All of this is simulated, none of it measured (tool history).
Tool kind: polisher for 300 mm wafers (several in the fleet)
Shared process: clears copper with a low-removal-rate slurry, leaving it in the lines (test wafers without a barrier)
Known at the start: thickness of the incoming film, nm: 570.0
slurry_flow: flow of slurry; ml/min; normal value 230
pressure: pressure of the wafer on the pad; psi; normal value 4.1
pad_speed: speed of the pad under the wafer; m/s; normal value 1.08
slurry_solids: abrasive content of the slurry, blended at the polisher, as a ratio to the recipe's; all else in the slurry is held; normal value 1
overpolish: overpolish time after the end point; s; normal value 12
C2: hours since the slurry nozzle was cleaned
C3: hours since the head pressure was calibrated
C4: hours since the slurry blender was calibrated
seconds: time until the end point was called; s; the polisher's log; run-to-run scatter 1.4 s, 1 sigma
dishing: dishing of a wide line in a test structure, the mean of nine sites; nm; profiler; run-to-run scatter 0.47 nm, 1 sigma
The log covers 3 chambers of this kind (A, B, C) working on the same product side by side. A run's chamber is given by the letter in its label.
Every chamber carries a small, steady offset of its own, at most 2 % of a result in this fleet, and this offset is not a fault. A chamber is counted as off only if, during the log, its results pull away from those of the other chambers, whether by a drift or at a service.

run 1C hour=7.1 | slurry_flow=230 pressure=4.1 pad_speed=1.08 slurry_solids=1 overpolish=12 | wafers_polished_on_this_pad=284 C2=333.2 C3=241.8 C4=237.1 | seconds=125.30 dishing=37.230
run 2A hour=17.0 | slurry_flow=230 pressure=4.1 pad_speed=1.08 slurry_solids=1 overpolish=12 | wafers_polished_on_this_pad=427 C2=37.1 C3=543.7 C4=58.1 | seconds=127.50 dishing=37.546
run 3B hour=25.7 | slurry_flow=230 pressure=4.1 pad_speed=1.08 slurry_solids=1 overpolish=12 | wafers_polished_on_this_pad=180 C2=544.7 C3=976.0 C4=205.2 | seconds=122.69 dishing=37.145
run 4C hour=32.5 | slurry_flow=230 pressure=4.1 pad_speed=1.08 slurry_solids=1 overpolish=12 | wafers_polished_on_this_pad=427 C2=358.6 C3=267.2 C4=262.5 | seconds=127.49 dishing=37.531
run 5B hour=43.4 | slurry_flow=230 pressure=4.1 pad_speed=1.08 slurry_solids=1 overpolish=12 | wafers_polished_on_this_pad=280 C2=562.4 C3=993.7 C4=222.9 | seconds=123.29 dishing=36.765
-- hour=46.3 chamber B: slurry nozzle cleaned
run 6A hour=51.1 | slurry_flow=230 pressure=4.1 pad_speed=1.08 slurry_solids=1 overpolish=12 | wafers_polished_on_this_pad=620 C2=71.2 C3=577.8 C4=92.2 | seconds=123.85 dishing=38.285
run 7A hour=59.3 | slurry_flow=230 pressure=4.1 pad_speed=0.76 slurry_solids=1 overpolish=12 | wafers_polished_on_this_pad=666 C2=79.4 C3=586.0 C4=100.4 | seconds=179.24 dishing=27.505
-- hour=67.6 chamber B: head pressure recalibrated
run 8B hour=71.1 | slurry_flow=230 pressure=4.1 pad_speed=0.76 slurry_solids=1 overpolish=12 | wafers_polished_on_this_pad=436 C2=24.8 C3=3.5 C4=250.6 | seconds=175.97 dishing=27.434
run 9C hour=84.6 | slurry_flow=230 pressure=4.1 pad_speed=0.76 slurry_solids=1 overpolish=12 | wafers_polished_on_this_pad=721 C2=410.7 C3=319.3 C4=314.6 | seconds=180.49 dishing=27.629
run 10C hour=95.8 | slurry_flow=230 pressure=4.1 pad_speed=1.08 slurry_solids=1 overpolish=12 | wafers_polished_on_this_pad=784 C2=421.9 C3=330.5 C4=325.8 | seconds=127.42 dishing=38.061
-- hour=96.6 chamber C: worn pad replaced by a new one
run 11A hour=107.1 | slurry_flow=230 pressure=4.1 pad_speed=1.08 slurry_solids=1 overpolish=12 | wafers_polished_on_this_pad=936 C2=127.2 C3=633.8 C4=148.2 | seconds=126.14 dishing=38.086
run 12B hour=115.1 | slurry_flow=230 pressure=4.1 pad_speed=1.08 slurry_solids=1 overpolish=12 | wafers_polished_on_this_pad=684 C2=68.8 C3=47.5 C4=294.6 | seconds=122.88 dishing=37.176
run 13A hour=123.9 | slurry_flow=230 pressure=4.1 pad_speed=0.94 slurry_solids=1 overpolish=12 | wafers_polished_on_this_pad=1031 C2=144.0 C3=650.6 C4=165.0 | seconds=142.53 dishing=33.125
run 14B hour=130.8 | slurry_flow=230 pressure=4.1 pad_speed=0.94 slurry_solids=1 overpolish=12 | wafers_polished_on_this_pad=773 C2=84.5 C3=63.2 C4=310.3 | seconds=140.66 dishing=32.772
run 15C hour=144.7 | slurry_flow=230 pressure=4.1 pad_speed=0.94 slurry_solids=1 overpolish=12 | wafers_polished_on_this_pad=271 C2=470.8 C3=379.4 C4=374.7 | seconds=144.18 dishing=33.708
run 16B hour=158.9 | slurry_flow=230 pressure=4.1 pad_speed=1.08 slurry_solids=1 overpolish=12 | wafers_polished_on_this_pad=932 C2=112.6 C3=91.3 C4=338.4 | seconds=124.46 dishing=37.253
run 17C hour=171.2 | slurry_flow=230 pressure=4.1 pad_speed=0.86 slurry_solids=1 overpolish=9 | wafers_polished_on_this_pad=421 C2=497.3 C3=405.9 C4=401.2 | seconds=157.33 dishing=23.818
-- hour=175.6 chamber A: worn pad replaced by a new one
run 18A hour=178.2 | slurry_flow=230 pressure=4.1 pad_speed=0.86 slurry_solids=1 overpolish=9 | wafers_polished_on_this_pad=14 C2=198.3 C3=704.9 C4=219.3 | seconds=156.51 dishing=23.148
-- hour=187.4 chamber B: slurry blender recalibrated
run 19B hour=190.7 | slurry_flow=230 pressure=4.1 pad_speed=0.86 slurry_solids=1 overpolish=9 | wafers_polished_on_this_pad=1111 C2=144.4 C3=123.1 C4=3.3 | seconds=156.85 dishing=23.808
-- hour=191.3 chamber B: worn pad replaced by a new one
run 20C hour=201.2 | slurry_flow=230 pressure=4.1 pad_speed=1.08 slurry_solids=1 overpolish=12 | wafers_polished_on_this_pad=590 C2=527.3 C3=435.9 C4=431.2 | seconds=126.55 dishing=37.504
run 21A hour=213.2 | slurry_flow=230 pressure=4.1 pad_speed=1.08 slurry_solids=1 overpolish=12 | wafers_polished_on_this_pad=212 C2=233.3 C3=739.9 C4=254.3 | seconds=129.11 dishing=37.796
run 22A hour=223.7 | slurry_flow=230 pressure=4.1 pad_speed=1.08 slurry_solids=1 overpolish=12 | wafers_polished_on_this_pad=271 C2=243.8 C3=750.4 C4=264.8 | seconds=126.09 dishing=36.476
-- hour=228.1 chamber C: worn pad replaced by a new one
run 23B hour=231.4 | slurry_flow=230 pressure=4.1 pad_speed=1.08 slurry_solids=1 overpolish=12 | wafers_polished_on_this_pad=226 C2=185.1 C3=163.8 C4=44.0 | seconds=125.13 dishing=37.003
run 24C hour=240.9 | slurry_flow=230 pressure=4.1 pad_speed=1.08 slurry_solids=1 overpolish=12 | wafers_polished_on_this_pad=72 C2=567.0 C3=475.6 C4=470.9 | seconds=126.88 dishing=37.646
run 25B hour=250.0 | slurry_flow=230 pressure=4.1 pad_speed=1.08 slurry_solids=1 overpolish=12 | wafers_polished_on_this_pad=331 C2=203.7 C3=182.4 C4=62.6 | seconds=124.03 dishing=36.747
run 26C hour=263.1 | slurry_flow=230 pressure=4.1 pad_speed=1.08 slurry_solids=1 overpolish=12 | wafers_polished_on_this_pad=197 C2=589.2 C3=497.8 C4=493.1 | seconds=124.66 dishing=38.207
run 27A hour=270.3 | slurry_flow=230 pressure=4.1 pad_speed=1.08 slurry_solids=1 overpolish=12 | wafers_polished_on_this_pad=534 C2=290.4 C3=797.0 C4=311.4 | seconds=124.44 dishing=37.606
run 28A hour=278.0 | slurry_flow=230 pressure=4.1 pad_speed=1.08 slurry_solids=1 overpolish=12 | wafers_polished_on_this_pad=578 C2=298.1 C3=804.7 C4=319.1 | seconds=124.68 dishing=38.306
-- hour=281.9 chamber C: slurry blender recalibrated
run 29C hour=284.5 | slurry_flow=230 pressure=4.1 pad_speed=1.08 slurry_solids=1 overpolish=12 | wafers_polished_on_this_pad=318 C2=610.6 C3=519.2 C4=2.6 | seconds=125.68 dishing=37.590
-- hour=285.5 chamber A: slurry blender recalibrated
run 30B hour=294.2 | slurry_flow=230 pressure=4.1 pad_speed=1.08 slurry_solids=1 overpolish=12 | wafers_polished_on_this_pad=580 C2=247.9 C3=226.6 C4=106.8 | seconds=123.94 dishing=37.261
run 31A hour=302.5 | slurry_flow=230 pressure=4.1 pad_speed=1.08 slurry_solids=1 overpolish=12 | wafers_polished_on_this_pad=716 C2=322.6 C3=829.2 C4=17.1 | seconds=126.23 dishing=37.513

What goes on in this fleet: one chamber off, a drifting gauge, or nothing beyond the chambers' own small offsets? Name the chamber and the cause, if any.

Nothing is wrong: each chamber keeps only its own small, steady offset and the gauge holds still.
